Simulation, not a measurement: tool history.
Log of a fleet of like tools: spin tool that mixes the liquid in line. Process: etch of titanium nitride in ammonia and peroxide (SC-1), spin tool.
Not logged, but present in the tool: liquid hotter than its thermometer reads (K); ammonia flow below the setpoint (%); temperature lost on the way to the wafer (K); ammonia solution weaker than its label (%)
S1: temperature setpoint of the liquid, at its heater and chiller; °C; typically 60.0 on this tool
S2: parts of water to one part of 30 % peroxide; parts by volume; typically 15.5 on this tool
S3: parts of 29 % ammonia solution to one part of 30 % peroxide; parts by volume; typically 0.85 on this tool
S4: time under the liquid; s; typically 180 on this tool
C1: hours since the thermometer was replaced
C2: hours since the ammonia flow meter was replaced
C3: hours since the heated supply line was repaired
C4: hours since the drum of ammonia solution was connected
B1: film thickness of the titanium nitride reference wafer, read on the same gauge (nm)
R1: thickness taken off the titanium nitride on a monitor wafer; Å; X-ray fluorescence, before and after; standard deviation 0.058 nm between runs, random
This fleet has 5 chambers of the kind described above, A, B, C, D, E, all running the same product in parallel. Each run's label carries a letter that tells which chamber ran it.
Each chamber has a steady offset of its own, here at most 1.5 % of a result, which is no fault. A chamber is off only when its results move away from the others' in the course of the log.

run	hour	S1	S2	S3	S4	C1	C2	C3	C4	B1	R1
1D	4.3	60.0	15.5	0.85	180	1562.1	214.3	3396.4	397.2	60.019	150.30
2A	7.2	60.0	15.5	0.85	180	220.5	354.1	929.3	13.3	59.995	147.78
3C	9.9	60.0	15.5	0.85	180	930.5	398.3	998.6	347.0	60.010	147.74
4E	12.6	60.0	15.5	0.85	180	268.0	1999.4	245.2	238.2	60.024	150.32
5B	15.0	60.0	15.5	0.85	180	1057.7	1624.3	1085.2	229.8	60.009	149.39
6D	18.6	54.5	15.5	1.05	180	1576.4	228.6	3410.7	411.5	60.005	106.72
7E	23.7	54.5	15.5	1.05	180	279.1	2010.5	256.3	249.3	59.956	107.42
8B	26.1	54.5	15.5	1.05	180	1068.8	1635.4	1096.3	240.9	59.994	107.18
9C	31.1	54.5	15.5	1.05	180	951.7	419.5	1019.8	368.2	60.002	106.19
10A	35.4	54.5	15.5	1.05	180	248.7	382.3	957.5	41.5	60.032	105.78
11A	40.4	60.0	15.5	0.85	180	253.7	387.3	962.5	46.5	60.007	148.70
# hour 41.4: chamber D: heated supply line repaired
12C	45.6	60.0	15.5	0.85	180	966.2	434.0	1034.3	382.7	60.016	148.12
13B	49.1	65.5	15.5	0.85	105	1091.8	1658.4	1119.3	263.9	60.017	124.36
14E	52.7	65.5	15.5	0.85	105	308.1	2039.5	285.3	278.3	59.999	124.29
15D	55.9	65.5	15.5	0.85	105	1613.7	265.9	14.6	448.8	59.995	125.56
16E	60.0	65.5	15.5	0.85	105	315.4	2046.8	292.6	285.6	59.991	124.16
17C	63.4	65.5	15.5	0.85	105	984.0	451.8	1052.1	400.5	59.978	123.85
18A	67.4	60.0	15.5	0.85	180	280.7	414.3	989.5	73.5	60.004	148.66
19B	71.5	60.0	15.5	0.85	180	1114.2	1680.8	1141.7	286.3	60.027	149.67
20D	76.5	60.0	15.5	0.85	180	1634.3	286.5	35.2	469.4	60.007	150.91
21C	81.2	60.0	15.5	0.85	180	1001.8	469.6	1069.9	418.3	59.982	151.97
# hour 82.3: chamber E: ammonia flow meter replaced
22A	83.8	60.0	15.5	0.85	180	297.1	430.7	1005.9	89.9	60.033	148.85
23E	88.0	60.0	15.5	0.85	180	343.4	5.8	320.6	313.6	60.008	150.11
# hour 88.3: chamber E: new drum of ammonia solution connected
24D	91.1	60.0	15.5	0.85	180	1648.9	301.1	49.8	484.0	59.993	149.92
25B	95.9	60.0	23.5	1.05	180	1138.6	1705.2	1166.1	310.7	60.022	123.28
26C	100.9	60.0	23.5	1.05	180	1021.5	489.3	1089.6	438.0	59.997	125.96
27A	103.8	60.0	23.5	1.05	180	317.1	450.7	1025.9	109.9	59.991	122.57
28D	106.4	60.0	23.5	1.05	180	1664.2	316.4	65.1	499.3	60.058	123.22
29B	109.7	60.0	23.5	1.05	180	1152.4	1719.0	1179.9	324.5	60.044	122.50
30E	114.7	60.0	15.5	0.85	180	370.1	32.5	347.3	26.5	60.006	149.48

Decide between three cases: one chamber stands off from its peers, the gauge reading all wafers drifts, or nothing is wrong past each chamber's small offset. Where a chamber is off, say which and what most likely put it there.

Chamber C drifts away from the others.
What lies behind it: liquid hotter than its thermometer reads (K) = 0.696.

Here are 4 candidates for chamber C's next run, each the usual settings with a change, their results left as question marks. Which one brings its results back in line with what the others give on the usual settings?
Counts as in line when no further than this from what the other chambers average on the usual settings: R1 2.00 Å
31C-1	118.4	60.0	15.5	0.90	180						?
31C-2	118.4	60.0	15.5	0.70	180						?
31C-3	118.4	60.5	15.5	0.85	180						?
31C-4	118.4	60.0	15.5	0.80	180						?

Usual-settings mean across the other chambers: R1 149.28 Å
run	R1
31C-1	155.70
31C-2	149.09
31C-3	159.20
31C-4	152.60
It is 31C-2 that realigns the chamber with its peers.
